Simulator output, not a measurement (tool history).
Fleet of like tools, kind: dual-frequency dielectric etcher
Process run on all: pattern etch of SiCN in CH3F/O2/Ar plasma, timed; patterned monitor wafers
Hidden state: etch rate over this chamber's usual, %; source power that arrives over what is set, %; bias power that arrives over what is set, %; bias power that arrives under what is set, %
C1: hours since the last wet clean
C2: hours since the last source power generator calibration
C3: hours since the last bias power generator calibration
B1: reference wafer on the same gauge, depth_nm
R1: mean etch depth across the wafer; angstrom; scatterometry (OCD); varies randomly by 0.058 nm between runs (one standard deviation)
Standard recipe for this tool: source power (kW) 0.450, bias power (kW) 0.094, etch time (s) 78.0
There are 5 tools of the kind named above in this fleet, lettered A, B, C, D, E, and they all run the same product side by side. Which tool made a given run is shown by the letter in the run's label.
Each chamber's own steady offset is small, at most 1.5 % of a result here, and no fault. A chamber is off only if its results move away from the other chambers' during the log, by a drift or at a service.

Run 1A, hour 6.8: usual settings; C1 302.2; C2 355.1; C3 3946.9; B1 31.102. Result: R1 333.84 angstrom.
Run 2E, hour 13.5: usual settings; C1 310.0; C2 1337.6; C3 2014.1; B1 31.068. Result: R1 339.21 angstrom.
Run 3C, hour 20.5: usual settings; C1 145.8; C2 3945.9; C3 896.6; B1 31.082. Result: R1 341.84 angstrom.
Run 4D, hour 25.9: usual settings; C1 241.7; C2 2519.5; C3 2258.9; B1 31.066. Result: R1 341.11 angstrom.
Run 5B, hour 32.4: usual settings; C1 467.8; C2 2790.8; C3 1332.1; B1 31.060. Result: R1 336.14 angstrom.
Run 6D, hour 39.4: usual settings; C1 255.2; C2 2533.0; C3 2272.4; B1 31.054. Result: R1 339.94 angstrom.
Run 7E, hour 46.1: usual settings but bias power (kW) 0.083, etch time (s) 66.0; C1 342.6; C2 1370.2; C3 2046.7; B1 31.054. Result: R1 273.47 angstrom.
Run 8B, hour 49.7: usual settings but bias power (kW) 0.083, etch time (s) 66.0; C1 485.1; C2 2808.1; C3 1349.4; B1 31.049. Result: R1 271.00 angstrom.
Run 9C, hour 54.9: usual settings but bias power (kW) 0.083, etch time (s) 66.0; C1 180.2; C2 3980.3; C3 931.0; B1 31.022. Result: R1 275.06 angstrom.
Run 10A, hour 62.1: usual settings but bias power (kW) 0.083, etch time (s) 66.0; C1 357.5; C2 410.4; C3 4002.2; B1 31.032. Result: R1 270.20 angstrom.
Run 11E, hour 67.3: usual settings but bias power (kW) 0.083, etch time (s) 66.0; C1 363.8; C2 1391.4; C3 2067.9; B1 31.027. Result: R1 273.40 angstrom.
Run 12C, hour 70.6: usual settings; C1 195.9; C2 3996.0; C3 946.7; B1 31.011. Result: R1 341.21 angstrom.
Run 13B, hour 77.3: usual settings but source power (kW) 0.490, bias power (kW) 0.085; C1 512.7; C2 2835.7; C3 1377.0; B1 31.022. Result: R1 333.93 angstrom.
At hour 80.5: chamber B: wet clean of the chamber.
Run 14A, hour 83.4: usual settings but source power (kW) 0.490, bias power (kW) 0.085; C1 378.8; C2 431.7; C3 4023.5; B1 30.987. Result: R1 331.65 angstrom.
Run 15D, hour 89.9: usual settings but source power (kW) 0.490, bias power (kW) 0.085; C1 305.7; C2 2583.5; C3 2322.9; B1 30.998. Result: R1 338.63 angstrom.
At hour 95.1: chamber A: bias power generator calibrated.
Run 16A, hour 97.5: usual settings but source power (kW) 0.490, bias power (kW) 0.085; C1 392.9; C2 445.8; C3 2.5; B1 30.995. Result: R1 332.19 angstrom.
Run 17C, hour 102.9: usual settings but source power (kW) 0.490, bias power (kW) 0.085; C1 228.2; C2 4028.3; C3 979.0; B1 30.983. Result: R1 337.50 angstrom.
Run 18D, hour 108.5: usual settings but etch time (s) 65.5; C1 324.3; C2 2602.1; C3 2341.5; B1 30.987. Result: R1 284.98 angstrom.
Run 19B, hour 113.3: usual settings but etch time (s) 65.5; C1 32.9; C2 2871.7; C3 1413.0; B1 30.971. Result: R1 281.26 angstrom.
Run 20E, hour 120.7: usual settings but etch time (s) 65.5; C1 417.2; C2 1444.8; C3 2121.3; B1 30.963. Result: R1 284.31 angstrom.
Run 21A, hour 124.4: usual settings but etch time (s) 65.5; C1 419.8; C2 472.7; C3 29.4; B1 30.956. Result: R1 279.43 angstrom.
Run 22C, hour 129.7: usual settings but etch time (s) 65.5; C1 255.0; C2 4055.1; C3 1005.8; B1 30.951. Result: R1 284.93 angstrom.
Run 23E, hour 134.1: usual settings; C1 430.6; C2 1458.2; C3 2134.7; B1 30.950. Result: R1 337.69 angstrom.
Run 24D, hour 138.9: usual settings; C1 354.7; C2 2632.5; C3 2371.9; B1 30.921. Result: R1 339.26 angstrom.
Run 25B, hour 143.1: usual settings; C1 62.7; C2 2901.5; C3 1442.8; B1 30.938. Result: R1 334.83 angstrom.
Run 26C, hour 149.8: usual settings; C1 275.1; C2 4075.2; C3 1025.9; B1 30.928. Result: R1 338.66 angstrom.
Run 27A, hour 156.1: usual settings; C1 451.5; C2 504.4; C3 61.1; B1 30.921. Result: R1 333.16 angstrom.
Run 28E, hour 160.9: usual settings; C1 457.4; C2 1485.0; C3 2161.5; B1 30.924. Result: R1 336.64 angstrom.
Run 29B, hour 166.8: usual settings; C1 86.4; C2 2925.2; C3 1466.5; B1 30.907. Result: R1 334.32 angstrom.
Run 30D, hour 173.7: usual settings; C1 389.5; C2 2667.3; C3 2406.7; B1 30.890. Result: R1 339.02 angstrom.
At hour 175.8: chamber B: bias power generator calibrated.
Run 31D, hour 178.9: usual settings; C1 394.7; C2 2672.5; C3 2411.9; B1 30.888. Result: R1 340.06 angstrom.
Run 32B, hour 183.0: usual settings; C1 102.6; C2 2941.4; C3 7.2; B1 30.887. Result: R1 334.46 angstrom.
At hour 185.1: chamber A: wet clean of the chamber.
Run 33A, hour 188.4: usual settings but bias power (kW) 0.103; C1 3.4; C2 536.7; C3 93.4; B1 30.877. Result: R1 345.14 angstrom.

Each of the 5 chambers runs these same settings next. Fill in every chamber's results:
Run 34A, hour 193.8: usual settings but source power (kW) 0.490. Result: R1 ?.
Run 34B, hour 193.8: usual settings but source power (kW) 0.490. Result: R1 ?.
Run 34C, hour 193.8: usual settings but source power (kW) 0.490. Result: R1 ?.
Run 34D, hour 193.8: usual settings but source power (kW) 0.490. Result: R1 ?.
Run 34E, hour 193.8: usual settings but source power (kW) 0.490. Result: R1 ?.

run      R1
34A  343.50
34B  344.65
34C  349.58
34D  351.06
34E  347.27

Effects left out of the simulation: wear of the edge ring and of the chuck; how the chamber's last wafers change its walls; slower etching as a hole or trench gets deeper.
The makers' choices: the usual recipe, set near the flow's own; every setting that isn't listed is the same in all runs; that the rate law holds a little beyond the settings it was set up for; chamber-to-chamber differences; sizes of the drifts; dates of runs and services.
